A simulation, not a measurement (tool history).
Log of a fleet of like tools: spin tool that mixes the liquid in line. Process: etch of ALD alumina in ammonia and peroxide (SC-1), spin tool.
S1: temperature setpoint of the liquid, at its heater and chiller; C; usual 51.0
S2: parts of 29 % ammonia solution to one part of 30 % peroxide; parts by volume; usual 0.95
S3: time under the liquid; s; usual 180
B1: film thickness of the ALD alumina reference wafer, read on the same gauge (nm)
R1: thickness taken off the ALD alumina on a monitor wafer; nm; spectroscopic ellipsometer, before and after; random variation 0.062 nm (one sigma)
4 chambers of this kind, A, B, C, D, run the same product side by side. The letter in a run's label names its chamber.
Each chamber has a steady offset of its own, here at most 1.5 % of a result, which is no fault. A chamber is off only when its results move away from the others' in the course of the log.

run 1C hour=7.8 | S1=51.0 S2=0.95 S3=180 | B1=39.999 | R1=8.7052
-- hour=12.6 chamber D: heated supply line repaired
run 2B hour=13.7 | S1=51.0 S2=0.95 S3=180 | B1=40.020 | R1=8.8165
run 3D hour=20.8 | S1=51.0 S2=0.95 S3=180 | B1=40.003 | R1=8.7776
-- hour=24.1 chamber D: new drum of ammonia solution connected
-- hour=27.6 chamber C: ammonia flow meter replaced
run 4A hour=27.9 | S1=51.0 S2=0.95 S3=180 | B1=39.999 | R1=8.6532
run 5B hour=31.7 | S1=51.0 S2=0.95 S3=180 | B1=39.995 | R1=8.7584
run 6C hour=36.5 | S1=51.0 S2=0.95 S3=180 | B1=39.992 | R1=8.7322
run 7A hour=40.2 | S1=51.0 S2=0.95 S3=180 | B1=40.006 | R1=8.6367
-- hour=42.0 chamber B: heated supply line repaired
run 8D hour=46.2 | S1=51.0 S2=0.95 S3=180 | B1=39.994 | R1=8.8884
run 9A hour=50.2 | S1=51.0 S2=0.95 S3=180 | B1=39.986 | R1=8.5535
run 10B hour=54.2 | S1=51.0 S2=0.95 S3=180 | B1=40.004 | R1=8.8010
run 11D hour=57.8 | S1=51.0 S2=0.95 S3=180 | B1=39.999 | R1=8.9881
run 12C hour=63.0 | S1=51.0 S2=0.95 S3=180 | B1=40.002 | R1=8.6410
run 13C hour=66.8 | S1=51.0 S2=0.95 S3=180 | B1=39.999 | R1=8.8138
run 14A hour=71.4 | S1=51.0 S2=0.95 S3=180 | B1=40.001 | R1=8.5744
run 15D hour=77.2 | S1=51.0 S2=0.95 S3=180 | B1=40.006 | R1=8.8239
run 16B hour=80.6 | S1=51.0 S2=0.95 S3=180 | B1=39.990 | R1=8.7276
run 17B hour=87.4 | S1=51.0 S2=0.95 S3=180 | B1=39.975 | R1=8.7995
run 18A hour=93.9 | S1=51.0 S2=0.95 S3=180 | B1=39.990 | R1=8.6634
run 19D hour=99.7 | S1=51.0 S2=0.95 S3=180 | B1=39.989 | R1=8.9440
-- hour=102.9 chamber B: thermometer replaced
run 20C hour=106.2 | S1=51.0 S2=0.95 S3=180 | B1=39.986 | R1=8.6799
run 21C hour=112.0 | S1=51.0 S2=0.95 S3=180 | B1=40.015 | R1=8.6161
run 22D hour=115.5 | S1=51.0 S2=0.95 S3=180 | B1=40.005 | R1=8.9341
run 23A hour=121.3 | S1=51.0 S2=0.95 S3=180 | B1=39.991 | R1=8.7395
run 24B hour=128.8 | S1=51.0 S2=0.95 S3=180 | B1=40.015 | R1=8.8459
run 25D hour=135.5 | S1=51.0 S2=0.95 S3=180 | B1=40.006 | R1=8.8491
run 26A hour=142.2 | S1=51.0 S2=0.95 S3=180 | B1=39.976 | R1=8.5459
run 27B hour=147.9 | S1=51.0 S2=0.95 S3=180 | B1=40.008 | R1=8.8602
run 28C hour=155.4 | S1=51.0 S2=0.95 S3=180 | B1=40.005 | R1=8.8067
run 29A hour=160.1 | S1=51.0 S2=0.95 S3=180 | B1=39.993 | R1=8.6436
run 30C hour=167.0 | S1=51.0 S2=0.95 S3=180 | B1=39.985 | R1=8.7518
run 31D hour=171.9 | S1=51.0 S2=0.95 S3=180 | B1=40.017 | R1=8.9008
run 32B hour=175.4 | S1=51.0 S2=0.95 S3=180 | B1=40.010 | R1=8.7532
run 33A hour=182.5 | S1=51.0 S2=0.95 S3=180 | B1=40.009 | R1=8.7499
run 34C hour=186.0 | S1=51.0 S2=0.95 S3=180 | B1=39.998 | R1=8.8003

Next, every chamber runs the same settings. What will each give?
run 35A hour=191.7 | S1=56.5 S2=0.95 S3=180 | R1=?
run 35B hour=191.7 | S1=56.5 S2=0.95 S3=180 | R1=?
run 35C hour=191.7 | S1=56.5 S2=0.95 S3=180 | R1=?
run 35D hour=191.7 | S1=56.5 S2=0.95 S3=180 | R1=?

run=35A R1=11.6280
run=35B R1=11.8540
run=35C R1=11.8130
run=35D R1=12.1180
